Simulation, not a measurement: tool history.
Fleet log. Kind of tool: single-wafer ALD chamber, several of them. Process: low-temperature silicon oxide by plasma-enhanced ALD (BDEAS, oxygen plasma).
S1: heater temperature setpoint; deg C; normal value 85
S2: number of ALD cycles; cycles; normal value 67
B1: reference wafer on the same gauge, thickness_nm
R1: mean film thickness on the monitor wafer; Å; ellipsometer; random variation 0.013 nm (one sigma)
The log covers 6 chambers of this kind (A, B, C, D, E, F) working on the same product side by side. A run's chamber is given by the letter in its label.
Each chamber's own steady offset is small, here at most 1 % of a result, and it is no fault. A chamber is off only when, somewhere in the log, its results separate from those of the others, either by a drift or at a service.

| run | hour | S1 | S2 | B1 | R1 |
|---|---|---|---|---|---|
| 1B | 14.7 | 85 | 67 | 10.399 | 100.13 |
| 2D | 27.8 | 85 | 67 | 10.407 | 100.88 |
| 3C | 37.9 | 85 | 67 | 10.403 | 101.55 |
| 4F | 45.4 | 85 | 67 | 10.404 | 101.17 |
| 5E | 59.2 | 85 | 67 | 10.404 | 100.61 |
| 6A | 74.4 | 85 | 67 | 10.408 | 100.92 |
| 7B | 88 | 85 | 67 | 10.408 | 100.44 |
| 8A | 102.3 | 85 | 67 | 10.408 | 100.7 |
| 9D | 112.1 | 85 | 67 | 10.411 | 101.2 |
| 10F | 125.3 | 85 | 67 | 10.417 | 101.02 |
| 11C | 132.6 | 85 | 67 | 10.416 | 101.27 |
| 12E | 143.5 | 70 | 77 | 10.419 | 121.89 |
| 13A | 152.2 | 70 | 77 | 10.419 | 122 |
| 14E | 167.6 | 70 | 77 | 10.419 | 121.55 |
|  | 176.3 | chamber E: thermocouple changed; heater temperature recalibrated |
| 15C | 179.8 | 70 | 77 | 10.423 | 122.63 |
| 16F | 187.3 | 70 | 77 | 10.42 | 122.27 |
| 17B | 198.9 | 70 | 77 | 10.423 | 121.3 |
| 18D | 214.3 | 85 | 67 | 10.42 | 101.18 |
| 19C | 225 | 85 | 67 | 10.425 | 101.29 |
| 20A | 232.7 | 76 | 67 | 10.426 | 103.99 |
| 21F | 243.7 | 76 | 67 | 10.432 | 104.3 |
| 22D | 258.1 | 76 | 67 | 10.431 | 104.32 |
| 23B | 272.9 | 76 | 67 | 10.431 | 103.63 |
| 24E | 287 | 76 | 67 | 10.436 | 103.7 |
| 25D | 302.2 | 76 | 67 | 10.438 | 104.49 |
|  | 306.6 | chamber D: thermocouple changed; heater temperature recalibrated |
| 26A | 316.2 | 85 | 67 | 10.44 | 101.1 |
| 27F | 331.5 | 74 | 67 | 10.437 | 105.38 |
| 28C | 342.9 | 74 | 67 | 10.437 | 105.39 |
| 29E | 355.9 | 74 | 67 | 10.443 | 104.48 |
| 30B | 370.2 | 74 | 67 | 10.442 | 104.3 |
| 31A | 377.4 | 74 | 67 | 10.443 | 105.2 |
| 32C | 387.1 | 74 | 67 | 10.446 | 105.35 |
|  | 390.9 | chamber A: thermocouple changed; heater temperature recalibrated |
| 33F | 396.4 | 85 | 67 | 10.445 | 101.63 |
| 34B | 410.6 | 97 | 67 | 10.447 | 96.44 |
| 35D | 424.5 | 97 | 67 | 10.447 | 97.114 |
| 36E | 431.7 | 97 | 67 | 10.456 | 96.634 |
| 37B | 438.6 | 97 | 67 | 10.447 | 96.442 |
| 38C | 454.4 | 97 | 67 | 10.452 | 97.641 |
| 39A | 467.6 | 97 | 67 | 10.455 | 97.503 |
| 40E | 477 | 85 | 67 | 10.455 | 100.84 |

Next, all 6 chambers run the settings below, one line each with question marks for the results. What does each chamber give?
| 41A | 488.3 | 85 | 73 |  | ? |
| 41B | 488.3 | 85 | 73 |  | ? |
| 41C | 488.3 | 85 | 73 |  | ? |
| 41D | 488.3 | 85 | 73 |  | ? |
| 41E | 488.3 | 85 | 73 |  | ? |
| 41F | 488.3 | 85 | 73 |  | ? |

| run | R1 |
|---|---|
| 41A | 110.61 |
| 41B | 109.59 |
| 41C | 111.11 |
| 41D | 110.41 |
| 41E | 109.81 |
| 41F | 110.23 |
